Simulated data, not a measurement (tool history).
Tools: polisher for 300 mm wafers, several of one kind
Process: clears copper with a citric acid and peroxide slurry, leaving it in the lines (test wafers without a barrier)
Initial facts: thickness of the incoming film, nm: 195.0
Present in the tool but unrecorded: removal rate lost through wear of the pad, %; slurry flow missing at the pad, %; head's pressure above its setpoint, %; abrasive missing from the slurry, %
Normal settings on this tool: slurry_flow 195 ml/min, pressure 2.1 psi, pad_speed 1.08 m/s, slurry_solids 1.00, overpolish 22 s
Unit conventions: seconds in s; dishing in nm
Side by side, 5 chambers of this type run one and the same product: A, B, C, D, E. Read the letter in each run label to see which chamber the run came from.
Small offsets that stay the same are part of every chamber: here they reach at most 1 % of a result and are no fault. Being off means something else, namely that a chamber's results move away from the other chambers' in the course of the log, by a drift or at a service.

run,hour,slurry_flow,pressure,pad_speed,slurry_solids,overpolish,wafers polished on this pad,hours since the slurry nozzle was cleaned,hours since the head pressure was calibrated,hours since the slurry blender was calibrated,seconds,dishing
1D,7.0,195,2.1,1.08,1.00,22,111,130.6,356.8,77.6,125.74,13.489
# hour 10.3: chamber A: worn pad replaced by a new one
2E,10.6,195,2.1,1.08,1.00,22,648,308.4,398.2,42.6,129.32,13.689
# hour 13.7: chamber C: head pressure recalibrated
3B,14.9,195,2.1,1.08,1.00,22,1221,168.9,262.4,325.8,127.76,13.489
# hour 16.4: chamber C: worn pad replaced by a new one
4C,19.5,195,2.1,1.08,1.00,22,14,377.1,5.9,446.7,130.80,13.519
# hour 22.0: chamber C: slurry blender recalibrated
# hour 23.6: chamber B: head pressure recalibrated
5A,23.6,195,2.1,1.08,1.00,22,63,196.8,771.2,70.7,128.61,13.642
# hour 28.1: chamber B: worn pad replaced by a new one
# hour 28.6: chamber B: slurry blender recalibrated
6E,29.7,220,2.1,1.08,1.00,22,738,327.5,417.3,61.7,125.35,13.598
7C,35.7,220,2.1,1.08,1.00,22,91,393.3,22.1,13.8,124.96,13.839
8B,42.5,220,2.1,1.08,1.00,22,68,196.5,19.0,14.0,123.41,13.636
9D,46.7,220,2.1,1.08,1.00,22,300,170.3,396.5,117.3,123.51,13.820
10A,51.5,220,2.1,1.08,1.00,22,195,224.7,799.1,98.6,126.88,13.586
11E,57.5,195,2.1,1.08,1.00,22,870,355.3,445.1,89.5,129.16,13.657
12D,63.4,195,2.1,1.08,1.00,22,379,187.0,413.2,134.0,128.50,13.626
13C,68.7,195,2.1,1.08,1.00,22,248,426.3,55.1,46.8,128.79,13.971
14A,75.7,195,2.1,1.08,1.00,22,310,248.9,823.3,122.8,132.02,13.776
15B,79.9,195,2.1,1.08,1.00,22,246,233.9,56.4,51.4,125.16,13.522
# hour 80.6: chamber D: slurry blender recalibrated
16C,86.6,195,2.1,1.08,1.00,22,333,444.2,73.0,64.7,126.17,13.740
# hour 89.8: chamber D: worn pad replaced by a new one
17B,90.1,195,2.1,1.08,0.85,22,294,244.1,66.6,61.6,132.91,13.360
18A,96.5,195,2.1,1.08,0.85,22,409,269.7,844.1,143.6,130.88,13.575
# hour 100.8: chamber E: worn pad replaced by a new one
19D,103.1,195,2.1,1.08,0.85,22,63,226.7,452.9,22.6,133.87,13.408
# hour 107.1: chamber A: slurry nozzle cleaned
20E,109.4,195,2.1,1.08,0.85,22,41,407.2,497.0,141.4,131.25,13.455
21A,116.2,195,2.1,1.08,0.85,22,503,9.2,863.8,163.3,129.32,13.378
22E,122.3,195,2.1,1.08,1.00,22,102,420.1,509.9,154.3,127.71,13.453
23C,127.1,195,2.1,1.08,1.00,22,525,484.7,113.5,105.2,128.84,13.756
24D,133.0,195,2.1,1.08,1.00,22,205,256.6,482.8,52.5,123.80,13.217
# hour 137.8: chamber A: worn pad replaced by a new one
25B,139.3,195,2.1,0.90,0.80,22,528,293.3,115.8,110.8,159.84,12.005
26E,144.6,195,2.1,0.90,0.80,22,208,442.4,532.2,176.6,158.22,12.099
27D,147.9,195,2.1,0.90,0.80,22,276,271.5,497.7,67.4,158.15,12.224
# hour 152.0: chamber D: head pressure recalibrated
28A,154.3,195,2.1,0.90,0.80,22,78,47.3,901.9,201.4,161.95,12.422
29B,159.3,195,2.1,0.90,0.80,22,623,313.3,135.8,130.8,156.98,12.361
30C,162.8,195,2.1,1.08,1.00,22,695,520.4,149.2,140.9,126.77,13.588
31C,166.8,195,2.1,1.08,1.00,22,714,524.4,153.2,144.9,127.69,13.567
32D,173.8,195,2.1,1.08,1.00,22,399,297.4,21.8,93.3,128.41,13.516
33B,179.2,195,2.1,1.08,1.00,22,717,333.2,155.7,150.7,124.30,13.774

One chamber off, gauge drift, or nothing amiss beyond the chambers' own small offsets? If it is a chamber, which one, and what is the likeliest cause?

Neither any chamber nor the gauge drifts; the chambers differ only by their own small, steady offsets.

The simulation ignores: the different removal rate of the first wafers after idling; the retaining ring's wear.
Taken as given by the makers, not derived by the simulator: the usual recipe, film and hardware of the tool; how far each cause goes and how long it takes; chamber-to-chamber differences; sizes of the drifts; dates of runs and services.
